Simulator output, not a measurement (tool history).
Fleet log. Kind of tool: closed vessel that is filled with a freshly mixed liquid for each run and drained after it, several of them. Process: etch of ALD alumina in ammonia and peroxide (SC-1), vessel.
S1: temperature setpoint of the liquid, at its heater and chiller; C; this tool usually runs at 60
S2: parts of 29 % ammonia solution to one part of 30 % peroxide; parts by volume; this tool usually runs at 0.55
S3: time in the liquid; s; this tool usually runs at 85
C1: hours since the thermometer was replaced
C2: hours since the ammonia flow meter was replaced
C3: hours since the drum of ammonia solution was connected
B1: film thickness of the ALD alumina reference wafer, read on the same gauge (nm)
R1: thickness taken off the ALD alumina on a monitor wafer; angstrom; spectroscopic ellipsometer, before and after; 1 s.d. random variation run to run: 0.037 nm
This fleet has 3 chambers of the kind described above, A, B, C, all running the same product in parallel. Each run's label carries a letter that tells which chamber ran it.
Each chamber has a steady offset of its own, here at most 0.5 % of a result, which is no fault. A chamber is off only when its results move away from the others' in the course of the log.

run	hour	S1	S2	S3	C1	C2	C3	B1	R1
1C	4.2	60	0.55	85	305.6	175.4	4.9	40.002	67.235
2A	6.8	60	0.55	85	1543	386.1	279.6	39.991	66.763
3B	10	60	0.55	85	918.4	85.6	103.6	39.979	66.584
4B	12	60	0.55	85	920.4	87.6	105.6	40.024	67.327
5C	15.1	60	0.55	85	316.5	186.3	15.8	40.02	66.317
6A	18.9	60	0.55	85	1555.1	398.2	291.7	40.002	67.223
7C	22.6	60	0.55	85	324	193.8	23.3	39.995	66.515
8A	24.6	60	0.55	85	1560.8	403.9	297.4	39.973	67.409
9B	27.5	60	0.55	85	935.9	103.1	121.1	39.99	67.214
10C	31.1	60	0.55	85	332.5	202.3	31.8	40.004	66.599
11B	34.4	60	0.55	85	942.8	110	128	39.983	67.633
12A	37.6	60	0.55	85	1573.8	416.9	310.4	40.01	67.347
13A	40.2	60	0.55	85	1576.4	419.5	313	39.979	66.26
14C	42.1	60	0.55	85	343.5	213.3	42.8	39.97	66.483
15B	44.3	60	0.55	85	952.7	119.9	137.9	40.022	67.964
16B	46.4	60	0.55	85	954.8	122	140	39.984	68.224
17C	49.4	60	0.55	85	350.8	220.6	50.1	39.95	66.087
18A	51.8	60	0.55	85	1588	431.1	324.6	40.013	66.935
19A	55.9	60	0.55	85	1592.1	435.2	328.7	40.029	67.137
20C	58.2	60	0.55	85	359.6	229.4	58.9	40.035	66.997
21B	60.8	60	0.35	130	969.2	136.4	154.4	40.018	100.52
22A	64.2	60	0.35	130	1600.4	443.5	337	39.982	98.236
23C	66.8	60	0.35	130	368.2	238	67.5	39.995	97.6
24B	69.3	60	0.55	85	977.7	144.9	162.9	40.011	68.707
25A	72.8	64	0.55	70	1609	452.1	345.6	40.01	66.967
26B	76.9	64	0.55	70	985.3	152.5	170.5	39.987	70.298
27C	79.9	64	0.55	70	381.3	251.1	80.6	40.021	67.123
28B	84	60	0.55	85	992.4	159.6	177.6	40.023	70.483
29C	86.3	60	0.55	85	387.7	257.5	87	40.017	66.279
30A	89.3	60	0.55	85	1625.5	468.6	362.1	39.992	66.671
31B	91.3	60	0.55	85	999.7	166.9	184.9	39.982	69.928
32A	95.1	60	0.55	85	1631.3	474.4	367.9	39.99	66.223
33C	99	60	0.55	85	400.4	270.2	99.7	39.99	66.723
34A	102.1	60	0.55	85	1638.3	481.4	374.9	40.059	67.669

Next, every chamber runs the same settings. What will each give?
35A	105.2	60	0.55	85					?
35B	105.2	60	0.55	85					?
35C	105.2	60	0.55	85					?

run	R1
35A	66.81
35B	70.821
35C	66.434
